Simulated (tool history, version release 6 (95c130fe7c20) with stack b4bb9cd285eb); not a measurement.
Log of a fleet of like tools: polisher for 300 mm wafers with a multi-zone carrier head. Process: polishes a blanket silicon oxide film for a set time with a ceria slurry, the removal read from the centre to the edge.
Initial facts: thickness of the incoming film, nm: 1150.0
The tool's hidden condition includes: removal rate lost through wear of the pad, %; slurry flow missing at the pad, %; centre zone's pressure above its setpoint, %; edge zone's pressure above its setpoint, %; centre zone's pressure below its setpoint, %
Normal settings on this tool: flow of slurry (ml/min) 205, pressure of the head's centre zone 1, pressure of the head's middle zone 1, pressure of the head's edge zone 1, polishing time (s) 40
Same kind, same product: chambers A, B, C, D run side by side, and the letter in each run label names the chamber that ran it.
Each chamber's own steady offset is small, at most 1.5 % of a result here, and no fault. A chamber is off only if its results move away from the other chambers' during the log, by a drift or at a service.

run	day	flow of slurry (ml/min)	pressure of the head's centre zone	pressure of the head's middle zone	pressure of the head's edge zone	polishing time (s)	wafers polished on this pad	hours since the slurry nozzle was cleaned	hours since the centre zone pressure was calibrated	hours since the edge zone pressure was calibrated	film removed at the wafer's centre (nm)	film removed at mid-radius (nm)	film removed at the wafer's edge (nm)
# day 0.054: chamber C: edge zone pressure recalibrated
# day 0.158: chamber D: worn pad replaced by a new one
# day 0.212: chamber C: slurry nozzle cleaned
1B	0.467	205	1	1	1	40	732	663.7	1353.7	349.8	164.84	161.84	163.33
# day 0.804: chamber D: slurry nozzle cleaned
2D	1.079	205	1	1	1	40	137	6.6	969.2	214.8	159.91	163.28	160.44
# day 1.358: chamber B: slurry nozzle cleaned
3A	1.508	205	1	1	1	40	1025	575.5	110.8	297.8	162.83	158.02	162.89
# day 1.596: chamber C: worn pad replaced by a new one
4C	1.925	205	1	1	1	40	49	41.1	354.1	44.9	161.55	161.57	158.27
5B	2.404	205	1	1	1	40	1020	25.1	1400.2	396.3	163.6	163.68	162.25
# day 2.433: chamber B: worn pad replaced by a new one
# day 2.842: chamber B: edge zone pressure recalibrated
# day 2.862: chamber A: worn pad replaced by a new one
6D	3.012	205	1	1	1	40	424	53	1015.6	261.2	164.8	162.68	159.21
7A	3.333	205	1	1	1.12	27	70	619.3	154.6	341.6	110.89	105.78	119.64
8C	3.875	205	1	1	1.12	27	339	87.9	400.9	91.7	108.56	107.92	113.48
9B	4.417	205	1	1	1.12	27	295	73.4	1448.5	37.8	111.09	110.93	115.07
# day 4.462: chamber A: edge zone pressure recalibrated
10D	5.021	205	1	1	1.12	27	723	101.2	1063.8	309.4	110.46	109.02	114.45
11C	5.421	205	1	1	1	40	568	125	438	128.8	160.85	162.98	162.36
# day 5.746: chamber D: edge zone pressure recalibrated
12A	6.046	205	1	1	1	40	473	684.4	219.7	38	160.26	157.86	161.63
13C	6.338	205	1	1	1.08	40	705	147	460	150.8	162.16	159.12	167.6
14A	6.642	205	1	1	1.08	40	562	698.7	234	52.3	158.55	163.23	168.78
15D	7.221	205	1	1	1.08	40	1050	154	1116.6	35.5	161.48	164.66	166.78
16B	7.788	205	1	1	1.08	40	796	154.3	1529.4	118.7	161.32	163.97	169.33
17B	8.092	205	1	1	1	40	841	161.6	1536.7	126	161.14	165.49	161.99
18C	8.592	205	1	1	1	40	1040	201.1	514.1	204.9	162.87	166.41	160.19
# day 8.604: chamber D: worn pad replaced by a new one
19D	9.138	205	1	1	1	40	79	200	1162.6	81.5	160.84	162.92	159.5
20A	9.458	205	1	1	1	40	981	766.3	301.6	119.9	161.77	158.43	161.65
# day 9.508: chamber B: centre zone pressure recalibrated
# day 9.542: chamber B: worn pad replaced by a new one
21D	9.762	205	1	1	1	40	172	215	1177.6	96.5	161.81	163.85	163.28
22A	10.1	205	1	1	1	40	1076	781.7	317	135.3	160.47	159.52	161.05
23B	10.454	205	1	1	1	40	135	218.3	22.7	182.7	162.8	163.54	162.81
24C	10.933	205	1	1	0.9	53	1388	257.3	570.3	261.1	214.96	213.32	200.35
# day 11.15: chamber A: worn pad replaced by a new one
25B	11.388	205	1	1	0.9	53	274	240.7	45.1	205.1	218.56	213.47	206.32
# day 11.504: chamber C: worn pad replaced by a new one
# day 11.742: chamber A: slurry nozzle cleaned
26D	11.938	205	1	1	0.9	53	495	267.2	1229.8	148.7	218.52	215.4	200.25
# day 12.217: chamber C: centre zone pressure recalibrated
27C	12.225	205	1	1	0.9	53	107	288.3	0.3	292.1	188.39	222.51	202.8
28A	12.712	205	1	1	1	40	232	23.3	379.7	198	162.63	161.73	165.42
# day 13.054: chamber D: centre zone pressure recalibrated
29B	13.212	205	1	1	1	40	546	284.5	88.9	248.9	162.69	163.98	161.77
30D	13.529	205	1	1	1	40	732	305.4	11.5	186.9	160.38	162.23	160.56
31A	13.962	205	1	1	1	40	418	53.3	409.7	228	161.01	157.24	161.41
32C	14.542	205	1	1	1	40	452	343.9	55.9	347.7	143.39	159.83	158.17
33A	15.075	205	1	1	1.04	46	583	80	436.4	254.7	183.06	179.91	192.12
34B	15.667	205	1	1	1.04	46	911	343.4	147.8	307.8	191.3	186.59	188.02
35C	16.246	205	1	1	1.04	46	705	384.8	96.8	388.6	166.24	189.94	188.94
# day 16.35: chamber B: worn pad replaced by a new one
# day 16.462: chamber D: worn pad replaced by a new one
36D	16.779	205	1	1	1.04	46	47	383.4	89.5	264.9	188.18	186.36	187.53
37C	17.367	205	1	1	1	40	872	411.7	123.7	415.5	144.21	157.22	163.43
38D	17.779	205	1	1	1	40	196	407.4	113.5	288.9	157.72	160.06	160.23
39B	18.312	205	1	1	1	40	292	406.9	211.3	371.3	160.45	162.84	162.69
40A	18.812	205	1	1	1	40	1139	169.7	526.1	344.4	160.16	159.6	162.28

Does one chamber stand apart from the rest, does the shared gauge drift, or is all well apart from small per-chamber offsets? Give the chamber and the most likely cause, where there is one.

A service on chamber C put it out of line with the rest.
Cause: centre zone's pressure below its setpoint, % = 10.6.

Which of the 4 candidates below, each the usual settings with something changed and its results left as question marks, puts chamber C back in line with what the other chambers give on the usual settings?
In-line tolerance around the mean of the other chambers on the usual settings: film removed at the wafer's centre (nm) 6.2; film removed at mid-radius (nm) 8.4; film removed at the wafer's edge (nm) 6
41C-1	19.267	220	1.17	0.94	0.94	42					?	?	?
41C-2	19.267	210	1.09	0.97	0.97	41					?	?	?
41C-3	19.267	200	0.91	1.03	1.03	39					?	?	?
41C-4	19.267	195	0.83	1.05	1.05	39					?	?	?

Average result of the remaining chambers running the usual settings: film removed at the wafer's centre (nm) 161.1; film removed at mid-radius (nm) 161.06; film removed at the wafer's edge (nm) 161.77
run	film removed at the wafer's centre (nm)	film removed at mid-radius (nm)	film removed at the wafer's edge (nm)
41C-1	180.9	162.79	164.63
41C-2	162.43	162.65	162.49
41C-3	125.84	162.61	158.54
41C-4	113.15	165.01	159.68
41C-2 is the one that brings the chamber's results back in line with the other chambers.
